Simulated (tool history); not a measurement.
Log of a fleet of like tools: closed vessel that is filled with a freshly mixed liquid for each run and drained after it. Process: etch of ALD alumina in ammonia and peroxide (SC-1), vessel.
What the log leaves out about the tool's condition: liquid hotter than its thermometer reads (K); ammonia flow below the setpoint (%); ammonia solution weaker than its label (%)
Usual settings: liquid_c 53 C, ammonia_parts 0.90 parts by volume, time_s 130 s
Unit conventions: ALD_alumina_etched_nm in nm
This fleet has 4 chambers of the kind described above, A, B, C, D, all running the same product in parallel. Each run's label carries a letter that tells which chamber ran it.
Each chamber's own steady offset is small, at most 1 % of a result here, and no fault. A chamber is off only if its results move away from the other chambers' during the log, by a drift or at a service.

run	hour	liquid_c	ammonia_parts	time_s	hours since the thermometer was replaced	hours since the ammonia flow meter was replaced	hours since the drum of ammonia solution was connected	read-back film thickness of the ALD alumina reference wafer, read on the same gauge (nm)	ALD_alumina_etched_nm
1B	9.4	53	0.90	130	1628.0	446.5	871.4	60.009	6.5030
2A	19.4	53	0.90	130	351.7	1721.4	45.3	59.958	6.4005
3C	26.8	53	0.90	130	1425.3	377.8	101.2	60.010	6.4643
# hour 28.1: chamber B: new drum of ammonia solution connected
4D	38.5	53	0.90	130	1055.8	822.1	553.2	59.984	6.5688
5D	52.0	53	0.90	130	1069.3	835.6	566.7	60.060	6.3622
6C	58.1	53	0.90	130	1456.6	409.1	132.5	59.984	6.4755
7B	70.4	53	0.90	130	1689.0	507.5	42.4	59.979	6.5763
8A	79.9	53	0.90	130	412.2	1781.9	105.8	60.000	6.5213
9A	90.4	53	0.90	130	422.7	1792.4	116.3	60.028	6.4387
10B	96.5	53	0.90	130	1715.1	533.6	68.5	60.014	6.5527
11D	107.2	53	0.90	130	1124.5	890.8	621.9	60.027	6.4031
12C	115.6	53	0.90	130	1514.1	466.6	190.0	60.017	6.5001
13A	125.7	53	0.90	130	458.0	1827.7	151.6	60.020	6.5651
14C	131.9	53	0.90	130	1530.4	482.9	206.3	59.959	6.4491
15B	138.4	53	0.90	130	1757.0	575.5	110.4	59.984	6.4643
16D	148.9	53	0.90	130	1166.2	932.5	663.6	60.013	6.4957
17C	162.5	53	1.15	130	1561.0	513.5	236.9	59.958	6.6553
18B	171.6	53	1.15	130	1790.2	608.7	143.6	59.997	6.6663
19D	181.1	53	1.15	130	1198.4	964.7	695.8	60.041	6.6322
20A	194.4	53	1.15	130	526.7	1896.4	220.3	59.988	6.8200
21D	206.1	53	0.90	130	1223.4	989.7	720.8	60.044	6.4527
22C	218.8	53	0.90	130	1617.3	569.8	293.2	60.014	6.5122
23B	227.9	53	0.90	85	1846.5	665.0	199.9	59.951	4.2735
24A	235.7	53	0.90	85	568.0	1937.7	261.6	60.003	4.3791
25D	244.8	53	0.90	85	1262.1	1028.4	759.5	60.049	4.2428
26A	258.1	53	0.90	85	590.4	1960.1	284.0	60.005	4.3513
27B	270.2	53	0.90	130	1888.8	707.3	242.2	60.026	6.5693
28C	282.3	53	0.90	130	1680.8	633.3	356.7	60.013	6.5131
29A	292.3	53	0.90	130	624.6	1994.3	318.2	59.956	6.7469
# hour 300.7: chamber A: new drum of ammonia solution connected
# hour 304.5: chamber A: ammonia flow meter replaced
30D	304.6	53	0.90	130	1321.9	1088.2	819.3	59.985	6.5071
31C	313.2	53	0.90	130	1711.7	664.2	387.6	59.998	6.4704
32B	321.8	53	0.65	130	1940.4	758.9	293.8	59.990	6.3484
33B	331.2	53	0.65	130	1949.8	768.3	303.2	60.002	6.3058
34A	343.2	53	0.65	130	675.5	38.8	42.6	59.983	6.5035
35C	356.7	53	0.65	130	1755.2	707.7	431.1	59.973	6.3248
36D	367.5	53	0.90	130	1384.8	1151.1	882.2	59.987	6.4443
37B	375.4	53	0.70	50	1994.0	812.5	347.4	59.988	2.4782
38C	385.9	53	0.70	50	1784.4	736.9	460.3	59.996	2.4434
39A	397.9	53	0.70	50	730.2	93.5	97.3	59.951	2.5761
40D	408.6	53	0.70	50	1425.9	1192.2	923.3	60.006	2.4392

All chambers now run identical settings, listed one chamber a line with results as question marks. What results will each chamber show?
41A	418.5	53	0.60	130					?
41B	418.5	53	0.60	130					?
41C	418.5	53	0.60	130					?
41D	418.5	53	0.60	130					?

run	ALD_alumina_etched_nm
41A	6.6638
41B	6.3093
41C	6.2310
41D	6.1774
